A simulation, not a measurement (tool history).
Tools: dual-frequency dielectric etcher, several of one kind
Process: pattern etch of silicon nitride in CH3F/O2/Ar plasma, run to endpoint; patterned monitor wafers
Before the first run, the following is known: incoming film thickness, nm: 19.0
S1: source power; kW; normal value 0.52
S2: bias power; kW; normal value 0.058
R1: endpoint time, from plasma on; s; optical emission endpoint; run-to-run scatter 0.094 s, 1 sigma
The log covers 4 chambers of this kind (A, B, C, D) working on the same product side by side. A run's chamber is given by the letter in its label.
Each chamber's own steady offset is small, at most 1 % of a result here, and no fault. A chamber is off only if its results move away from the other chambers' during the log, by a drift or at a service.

-- hour=9.2 chamber A: wet clean of the chamber
run 1B hour=12 | S1=0.52 S2=0.058 | R1=26.677
run 2A hour=20.1 | S1=0.52 S2=0.058 | R1=26.697
run 3C hour=27 | S1=0.52 S2=0.058 | R1=26.727
run 4D hour=35.5 | S1=0.52 S2=0.058 | R1=27.052
run 5A hour=47.9 | S1=0.42 S2=0.063 | R1=28.007
run 6B hour=59.9 | S1=0.42 S2=0.063 | R1=28.131
run 7D hour=68.4 | S1=0.42 S2=0.063 | R1=28.542
run 8C hour=75.9 | S1=0.42 S2=0.063 | R1=28.226
run 9B hour=83 | S1=0.52 S2=0.058 | R1=26.533
-- hour=89 chamber D: wet clean of the chamber
run 10A hour=89.5 | S1=0.52 S2=0.058 | R1=26.633
run 11C hour=101.2 | S1=0.52 S2=0.058 | R1=26.883
run 12D hour=108.3 | S1=0.52 S2=0.049 | R1=29.761
run 13A hour=116.5 | S1=0.52 S2=0.049 | R1=28.09
run 14B hour=123.4 | S1=0.52 S2=0.049 | R1=28.041
-- hour=124.8 chamber A: source power generator calibrated
run 15C hour=136.5 | S1=0.52 S2=0.049 | R1=28.2
run 16D hour=150.7 | S1=0.52 S2=0.058 | R1=28.062
run 17A hour=162.7 | S1=0.52 S2=0.058 | R1=26.735
run 18C hour=171.2 | S1=0.52 S2=0.058 | R1=26.824
run 19D hour=177.5 | S1=0.52 S2=0.058 | R1=28.188
run 20B hour=186.7 | S1=0.52 S2=0.058 | R1=26.64
run 21A hour=196.1 | S1=0.52 S2=0.058 | R1=26.621
run 22C hour=205.1 | S1=0.52 S2=0.058 | R1=26.785
run 23D hour=214.7 | S1=0.52 S2=0.058 | R1=28.258
run 24B hour=221.5 | S1=0.52 S2=0.058 | R1=26.818
run 25C hour=235.5 | S1=0.52 S2=0.058 | R1=26.917
run 26A hour=246.9 | S1=0.45 S2=0.048 | R1=29.905

For the next run the whole fleet of 4 chambers uses the same settings. Give each chamber's results:
run 27A hour=257.3 | S1=0.52 S2=0.047 | R1=?
run 27B hour=257.3 | S1=0.52 S2=0.047 | R1=?
run 27C hour=257.3 | S1=0.52 S2=0.047 | R1=?
run 27D hour=257.3 | S1=0.52 S2=0.047 | R1=?

run=27A R1=28.285
run=27B R1=28.539
run=27C R1=28.525
run=27D R1=30.182

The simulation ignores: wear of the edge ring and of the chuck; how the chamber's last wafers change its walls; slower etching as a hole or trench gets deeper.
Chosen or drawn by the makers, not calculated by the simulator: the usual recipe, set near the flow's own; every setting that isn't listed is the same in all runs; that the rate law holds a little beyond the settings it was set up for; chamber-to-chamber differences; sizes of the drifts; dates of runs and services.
